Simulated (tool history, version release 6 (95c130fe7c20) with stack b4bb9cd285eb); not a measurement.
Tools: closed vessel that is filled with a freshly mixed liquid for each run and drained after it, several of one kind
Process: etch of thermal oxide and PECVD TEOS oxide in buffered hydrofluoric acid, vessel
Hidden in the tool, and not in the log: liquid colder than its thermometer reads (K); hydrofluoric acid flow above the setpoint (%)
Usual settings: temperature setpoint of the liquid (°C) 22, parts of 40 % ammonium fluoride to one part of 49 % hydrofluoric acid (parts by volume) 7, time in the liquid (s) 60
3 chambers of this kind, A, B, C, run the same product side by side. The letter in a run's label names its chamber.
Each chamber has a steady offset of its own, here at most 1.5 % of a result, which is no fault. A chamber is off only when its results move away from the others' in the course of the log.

run,hour,temperature setpoint of the liquid (°C),parts of 40 % ammonium fluoride to one part of 49 % hydrofluoric acid (parts by volume),time in the liquid (s),hours since the thermometer was replaced,hours since the hydrofluoric acid flow meter was replaced,"read-back film thickness of the thermal oxide reference wafer, read on the same gauge (nm)","read-back film thickness of the PECVD TEOS oxide reference wafer, read on the same gauge (nm)",thickness taken off the thermal oxide on a monitor wafer (angstrom),thickness taken off the PECVD TEOS oxide on a monitor wafer (angstrom)
1A,5.9,22,7,60,499.6,437.7,90.021,29.993,882.54,1564.3
2C,16.3,22,7,60,29.1,399.0,90.009,29.973,873.15,1531.9
3B,25.9,22,7,60,523.6,921.0,90.011,30.002,878.50,1530.2
4C,36.3,22,7,60,49.1,419.0,89.993,29.997,874.04,1543.2
5A,44.7,18,7,60,538.4,476.5,89.939,29.988,699.16,1264.6
6B,52.4,18,7,60,550.1,947.5,90.020,29.993,707.68,1229.7
7C,59.5,18,7,60,72.3,442.2,90.002,29.993,701.51,1222.9
8A,65.5,22,7,40,559.2,497.3,90.007,29.984,596.18,1032.0
9B,70.6,22,7,40,568.3,965.7,90.005,29.989,588.06,1031.0
10C,78.3,22,7,40,91.1,461.0,89.941,29.997,589.95,1012.2
11B,82.9,22,7,60,580.6,978.0,90.030,29.991,870.50,1547.0
12A,92.7,27,9,60,586.4,524.5,90.011,29.999,885.77,1561.1
13C,102.0,27,9,60,114.8,484.7,90.029,29.979,857.49,1546.6
14A,110.7,27,9,60,604.4,542.5,89.971,30.016,887.46,1550.4
15B,118.2,22,7,60,615.9,1013.3,90.049,30.012,890.09,1546.6
16B,123.1,22,7,60,620.8,1018.2,90.031,29.995,859.88,1546.4
17A,131.7,22,7,60,625.4,563.5,89.983,29.992,889.86,1544.4
18C,139.8,22,7,60,152.6,522.5,90.001,29.999,870.43,1536.4
19C,148.4,22,7,60,161.2,531.1,90.026,30.021,875.75,1528.0
20A,158.4,22,7,60,652.1,590.2,90.030,29.980,897.60,1563.6
21B,163.0,22,6,75,660.7,1058.1,90.008,30.033,1242.00,2225.3
22C,171.3,22,6,75,184.1,554.0,89.962,29.988,1257.20,2211.4
23A,180.8,22,6,75,674.5,612.6,89.944,29.987,1279.30,2263.0
24B,190.4,22,7,75,688.1,1085.5,89.965,29.984,1086.00,1895.8
25C,196.6,22,7,75,209.4,579.3,90.002,30.001,1088.00,1903.3
26B,206.5,22,7,75,704.2,1101.6,90.015,29.993,1092.00,1916.5
27A,212.5,22,7,60,706.2,644.3,89.991,29.992,910.87,1625.0
# hour 215.5: chamber A: thermometer replaced
28B,219.7,22,7,60,717.4,1114.8,89.958,30.025,889.10,1549.3
29C,227.4,22,7,60,240.2,610.1,90.019,29.992,868.42,1545.4
30A,233.8,26,5,60,18.3,665.6,90.012,30.005,1519.60,2700.4
31C,239.8,26,5,60,252.6,622.5,90.011,29.979,1447.70,2511.5
32A,244.5,26,5,60,29.0,676.3,90.002,29.992,1529.20,2712.8
33B,254.1,22,7,60,751.8,1149.2,90.000,29.984,869.58,1545.3
34C,263.4,22,7,60,276.2,646.1,90.027,30.006,895.47,1530.3
35A,271.5,22,7,60,56.0,703.3,89.997,30.017,938.92,1639.1
36B,279.3,22,7,60,777.0,1174.4,90.068,29.982,881.64,1525.9
37B,289.7,22,7,60,787.4,1184.8,90.044,29.985,875.48,1533.9
38A,299.3,22,7,60,83.8,731.1,90.046,30.021,948.87,1665.5
39C,305.1,22,7,60,317.9,687.8,90.022,30.030,879.40,1510.1

What goes on in this fleet: one chamber off, a drifting gauge, or nothing beyond the chambers' own small offsets? Name the chamber and the cause, if any.

Chamber A drifts away from the others.
Cause: hydrofluoric acid flow above the setpoint (%) = 9.48.

Here are 4 candidates for chamber A's next run, each the usual settings with a change, their results left as question marks. Which one brings its results back in line with what the others give on the usual settings?
In line means no further than this from the other chambers' mean on the usual settings: thickness taken off the thermal oxide on a monitor wafer (angstrom) 30.00; thickness taken off the PECVD TEOS oxide on a monitor wafer (angstrom) 50.0
40A-1,312.7,22.0,7.0,65,,,,,?,?
40A-2,312.7,22.0,7.0,55,,,,,?,?
40A-3,312.7,21.5,7.5,55,,,,,?,?
40A-4,312.7,22.5,6.5,65,,,,,?,?

The other chambers' mean on the usual settings: thickness taken off the thermal oxide on a monitor wafer (angstrom) 878.99; thickness taken off the PECVD TEOS oxide on a monitor wafer (angstrom) 1534.9
run,thickness taken off the thermal oxide on a monitor wafer (angstrom),thickness taken off the PECVD TEOS oxide on a monitor wafer (angstrom)
40A-1,1038.50,1813.1
40A-2,878.73,1534.2
40A-3,805.33,1406.0
40A-4,1137.70,1986.4
40A-2 brings the chamber back in line.
